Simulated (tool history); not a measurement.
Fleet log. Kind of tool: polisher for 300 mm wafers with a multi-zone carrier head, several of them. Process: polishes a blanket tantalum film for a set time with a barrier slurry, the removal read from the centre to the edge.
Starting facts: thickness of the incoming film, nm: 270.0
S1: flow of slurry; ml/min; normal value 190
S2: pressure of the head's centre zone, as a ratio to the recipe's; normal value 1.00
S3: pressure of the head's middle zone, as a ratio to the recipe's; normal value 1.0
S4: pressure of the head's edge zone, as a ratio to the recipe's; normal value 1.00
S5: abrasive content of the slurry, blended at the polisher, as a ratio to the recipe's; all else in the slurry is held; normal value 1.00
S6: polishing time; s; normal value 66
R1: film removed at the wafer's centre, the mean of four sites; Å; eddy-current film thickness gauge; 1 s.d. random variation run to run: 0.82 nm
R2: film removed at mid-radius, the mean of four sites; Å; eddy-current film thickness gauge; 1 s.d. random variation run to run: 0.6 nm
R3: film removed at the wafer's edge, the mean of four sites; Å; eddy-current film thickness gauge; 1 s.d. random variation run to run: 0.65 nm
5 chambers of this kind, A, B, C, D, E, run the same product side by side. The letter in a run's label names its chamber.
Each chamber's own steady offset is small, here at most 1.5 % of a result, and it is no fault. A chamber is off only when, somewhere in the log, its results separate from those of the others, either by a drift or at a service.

run     day   S1    S2   S3    S4    S5  S6      R1      R2      R3
 1C   0.312  190  1.00  1.0  1.00  1.00  66  659.67  641.37  638.51
 2A   0.725  190  1.00  1.0  1.00  1.00  66  647.25  635.92  633.36
 3B   0.954  190  1.00  1.0  1.00  1.00  66  643.74  650.60  646.29
 4D   1.267  190  1.00  1.0  1.00  1.00  66  642.61  646.80  647.20
      1.342  -- chamber C: worn pad replaced by a new one
      1.429  -- chamber A: worn pad replaced by a new one
 5E   1.458  190  1.00  1.0  1.00  1.00  66  636.26  649.60  650.03
 6E   1.783  190  1.00  1.0  1.00  1.00  66  626.58  643.89  662.27
 7D   2.129  190  1.00  1.0  1.00  1.00  66  641.09  643.88  649.20
 8C   2.429  190  1.00  1.0  1.00  1.00  66  664.27  658.83  638.45
      2.562  -- chamber C: centre zone pressure recalibrated
      2.775  -- chamber E: worn pad replaced by a new one
 9B   2.833  190  1.00  1.0  1.00  1.00  66  639.97  642.45  656.39
      3.221  -- chamber B: worn pad replaced by a new one
10A   3.225  190  1.00  1.0  1.00  1.00  66  638.74  635.71  638.39
      3.379  -- chamber E: edge zone pressure recalibrated
11E   3.421  190  1.00  1.0  1.00  1.00  66  644.58  646.36  669.44
12A   3.792  190  1.00  1.0  1.00  1.00  66  646.76  637.02  631.83
      3.850  -- chamber A: edge zone pressure recalibrated
13C   4.129  190  1.00  1.0  1.00  0.85  78  745.94  714.59  743.85
14B   4.504  190  1.00  1.0  1.00  0.85  78  741.42  743.01  722.99
15D   4.688  190  1.00  1.0  1.00  0.85  78  702.04  704.64  695.04
16C   4.954  190  1.00  1.0  1.00  0.85  78  718.73  722.73  735.46
17B   5.254  190  1.00  1.0  1.00  0.85  78  718.12  720.69  730.52
18D   5.542  235  1.00  1.0  1.00  1.00  66  640.93  636.98  624.84
      5.758  -- chamber A: worn pad replaced by a new one
19A   5.912  235  1.00  1.0  1.00  1.00  66  677.53  660.08  655.18
20E   6.125  235  1.00  1.0  1.00  1.00  66  665.43  671.32  666.73
21D   6.442  235  1.00  1.0  1.00  1.00  66  639.44  626.13  617.53
22A   6.671  235  1.00  1.0  1.00  1.00  66  669.89  673.17  653.37
      6.779  -- chamber C: worn pad replaced by a new one
23E   6.921  190  1.00  1.0  1.00  1.00  66  643.98  640.40  657.99
24B   7.167  190  1.00  0.9  1.07  1.00  66  647.06  593.86  678.34
      7.279  -- chamber B: worn pad replaced by a new one
25C   7.575  190  1.00  0.9  1.07  1.00  66  653.84  576.39  670.49
26E   7.883  190  1.00  0.9  1.07  1.00  66  648.22  589.37  664.00
      8.088  -- chamber B: edge zone pressure recalibrated
27A   8.292  190  1.00  0.9  1.07  1.00  66  647.37  591.13  666.73
28B   8.512  190  1.00  0.9  1.07  1.00  66  646.41  591.27  672.77
      8.629  -- chamber E: worn pad replaced by a new one
29D   8.733  190  1.00  1.0  1.00  1.00  66  591.38  596.52  593.68
30C   8.975  190  0.93  1.0  1.00  1.00  66  597.36  645.81  645.45
31E   9.267  190  0.93  1.0  1.00  1.00  66  580.72  658.71  646.21
32B   9.612  190  0.93  1.0  1.00  1.00  66  596.42  658.69  657.98
33C  10.008  190  0.93  1.0  1.00  1.00  66  583.64  637.16  648.64

For the next run the whole fleet of 5 chambers uses the same settings. Give each chamber's results:
34A  10.308  255  1.00  1.0  1.00  1.00  66   ?   ?   ?
34B  10.308  255  1.00  1.0  1.00  1.00  66   ?   ?   ?
34C  10.308  255  1.00  1.0  1.00  1.00  66   ?   ?   ?
34D  10.308  255  1.00  1.0  1.00  1.00  66   ?   ?   ?
34E  10.308  255  1.00  1.0  1.00  1.00  66   ?   ?   ?

run      R1      R2      R3
34A  681.23  680.26  656.17
34B  675.57  676.91  676.47
34C  674.39  665.83  660.59
34D  612.66  606.32  596.52
34E  667.28  682.97  675.78
